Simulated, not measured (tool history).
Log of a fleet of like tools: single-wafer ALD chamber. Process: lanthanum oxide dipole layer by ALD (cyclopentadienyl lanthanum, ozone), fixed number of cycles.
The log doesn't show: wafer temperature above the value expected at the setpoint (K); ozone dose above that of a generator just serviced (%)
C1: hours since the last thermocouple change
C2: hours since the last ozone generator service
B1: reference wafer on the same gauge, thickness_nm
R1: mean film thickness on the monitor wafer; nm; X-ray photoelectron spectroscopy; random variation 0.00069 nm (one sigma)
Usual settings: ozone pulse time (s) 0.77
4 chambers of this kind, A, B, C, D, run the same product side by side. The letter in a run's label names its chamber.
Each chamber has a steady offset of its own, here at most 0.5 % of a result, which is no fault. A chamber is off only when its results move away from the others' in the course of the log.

run 1C day=0.262 | ozone_pulse_time_(s)=0.77 | C1=904.5 C2=685.5 | B1=0.51887 | R1=0.45461
run 2A day=0.538 | ozone_pulse_time_(s)=0.77 | C1=1032 C2=1157.2 | B1=0.51918 | R1=0.45528
run 3B day=0.821 | ozone_pulse_time_(s)=0.77 | C1=754 C2=126.5 | B1=0.51935 | R1=0.45554
-- day=1.029 chamber A: ozone generator serviced
run 4D day=1.092 | ozone_pulse_time_(s)=0.77 | C1=1735.2 C2=356.9 | B1=0.51925 | R1=0.45557
run 5D day=1.458 | ozone_pulse_time_(s)=0.77 | C1=1744 C2=365.7 | B1=0.51941 | R1=0.45593
run 6A day=1.821 | ozone_pulse_time_(s)=0.77 | C1=1062.8 C2=19.1 | B1=0.51947 | R1=0.45478
run 7B day=2.117 | ozone_pulse_time_(s)=0.77 | C1=785.1 C2=157.6 | B1=0.51967 | R1=0.4555
run 8C day=2.462 | ozone_pulse_time_(s)=0.77 | C1=957.3 C2=738.3 | B1=0.51977 | R1=0.455
-- day=2.658 chamber C: ozone generator serviced
run 9C day=2.812 | ozone_pulse_time_(s)=0.77 | C1=965.7 C2=3.7 | B1=0.51972 | R1=0.45398
run 10A day=2.979 | ozone_pulse_time_(s)=0.77 | C1=1090.6 C2=46.9 | B1=0.5197 | R1=0.4556
run 11B day=3.242 | ozone_pulse_time_(s)=0.77 | C1=812.1 C2=184.6 | B1=0.51987 | R1=0.45576
run 12D day=3.412 | ozone_pulse_time_(s)=0.77 | C1=1790.9 C2=412.6 | B1=0.52004 | R1=0.45604
run 13D day=3.708 | ozone_pulse_time_(s)=0.77 | C1=1798 C2=419.7 | B1=0.52005 | R1=0.45643
run 14A day=4.046 | ozone_pulse_time_(s)=0.77 | C1=1116.2 C2=72.5 | B1=0.52003 | R1=0.45525
run 15B day=4.317 | ozone_pulse_time_(s)=0.56 | C1=837.9 C2=210.4 | B1=0.5202 | R1=0.39391
run 16C day=4.642 | ozone_pulse_time_(s)=0.56 | C1=1009.6 C2=47.6 | B1=0.5203 | R1=0.39053
run 17C day=4.883 | ozone_pulse_time_(s)=0.56 | C1=1015.4 C2=53.4 | B1=0.52038 | R1=0.38953
run 18D day=5.238 | ozone_pulse_time_(s)=0.56 | C1=1834.7 C2=456.4 | B1=0.52065 | R1=0.39063
run 19B day=5.562 | ozone_pulse_time_(s)=0.77 | C1=867.8 C2=240.3 | B1=0.52068 | R1=0.45612
run 20A day=5.812 | ozone_pulse_time_(s)=0.77 | C1=1158.6 C2=114.9 | B1=0.52083 | R1=0.45439
run 21A day=6.038 | ozone_pulse_time_(s)=0.77 | C1=1164 C2=120.3 | B1=0.52071 | R1=0.45552
run 22D day=6.221 | ozone_pulse_time_(s)=0.77 | C1=1858.3 C2=480 | B1=0.52061 | R1=0.45714
run 23B day=6.538 | ozone_pulse_time_(s)=0.77 | C1=891.2 C2=263.7 | B1=0.52105 | R1=0.45515
run 24C day=6.704 | ozone_pulse_time_(s)=0.77 | C1=1059.1 C2=97.1 | B1=0.52109 | R1=0.45435
run 25C day=6.896 | ozone_pulse_time_(s)=0.77 | C1=1063.7 C2=101.7 | B1=0.52109 | R1=0.45565
run 26D day=7.058 | ozone_pulse_time_(s)=0.77 | C1=1878.4 C2=500.1 | B1=0.52115 | R1=0.45873
run 27A day=7.421 | ozone_pulse_time_(s)=0.77 | C1=1197.2 C2=153.5 | B1=0.52108 | R1=0.45655
run 28B day=7.675 | ozone_pulse_time_(s)=0.55 | C1=918.5 C2=291 | B1=0.52139 | R1=0.39054
run 29A day=7.938 | ozone_pulse_time_(s)=0.55 | C1=1209.6 C2=165.9 | B1=0.52114 | R1=0.38875
run 30C day=8.167 | ozone_pulse_time_(s)=0.55 | C1=1094.2 C2=132.2 | B1=0.52139 | R1=0.3877
run 31D day=8.538 | ozone_pulse_time_(s)=0.55 | C1=1913.9 C2=535.6 | B1=0.52153 | R1=0.38747
run 32B day=8.808 | ozone_pulse_time_(s)=0.77 | C1=945.7 C2=318.2 | B1=0.52157 | R1=0.45728
run 33D day=9.104 | ozone_pulse_time_(s)=0.77 | C1=1927.5 C2=549.2 | B1=0.52181 | R1=0.45754
-- day=9.175 chamber D: ozone generator serviced
run 34B day=9.296 | ozone_pulse_time_(s)=0.77 | C1=957.4 C2=329.9 | B1=0.52174 | R1=0.45817
run 35A day=9.55 | ozone_pulse_time_(s)=0.77 | C1=1248.3 C2=204.6 | B1=0.52186 | R1=0.45695
run 36C day=9.725 | ozone_pulse_time_(s)=0.77 | C1=1131.6 C2=169.6 | B1=0.52177 | R1=0.45699
run 37A day=10.008 | ozone_pulse_time_(s)=0.77 | C1=1259.3 C2=215.6 | B1=0.52199 | R1=0.45683
run 38D day=10.212 | ozone_pulse_time_(s)=0.77 | C1=1954.1 C2=25 | B1=0.52212 | R1=0.45776
run 39B day=10.45 | ozone_pulse_time_(s)=0.77 | C1=985.1 C2=357.6 | B1=0.52216 | R1=0.45721
run 40C day=10.667 | ozone_pulse_time_(s)=0.77 | C1=1154.2 C2=192.2 | B1=0.52223 | R1=0.45771
run 41A day=10.846 | ozone_pulse_time_(s)=0.77 | C1=1279.4 C2=235.7 | B1=0.52203 | R1=0.45783

Is one chamber off against the others, does the gauge drift, or is nothing wrong? If a chamber is off, say which, and what the likeliest cause is.

The gauge drifts, so all chambers seem to drift together. No chamber is off.
Cause: gauge reads high (%) = 0.624.
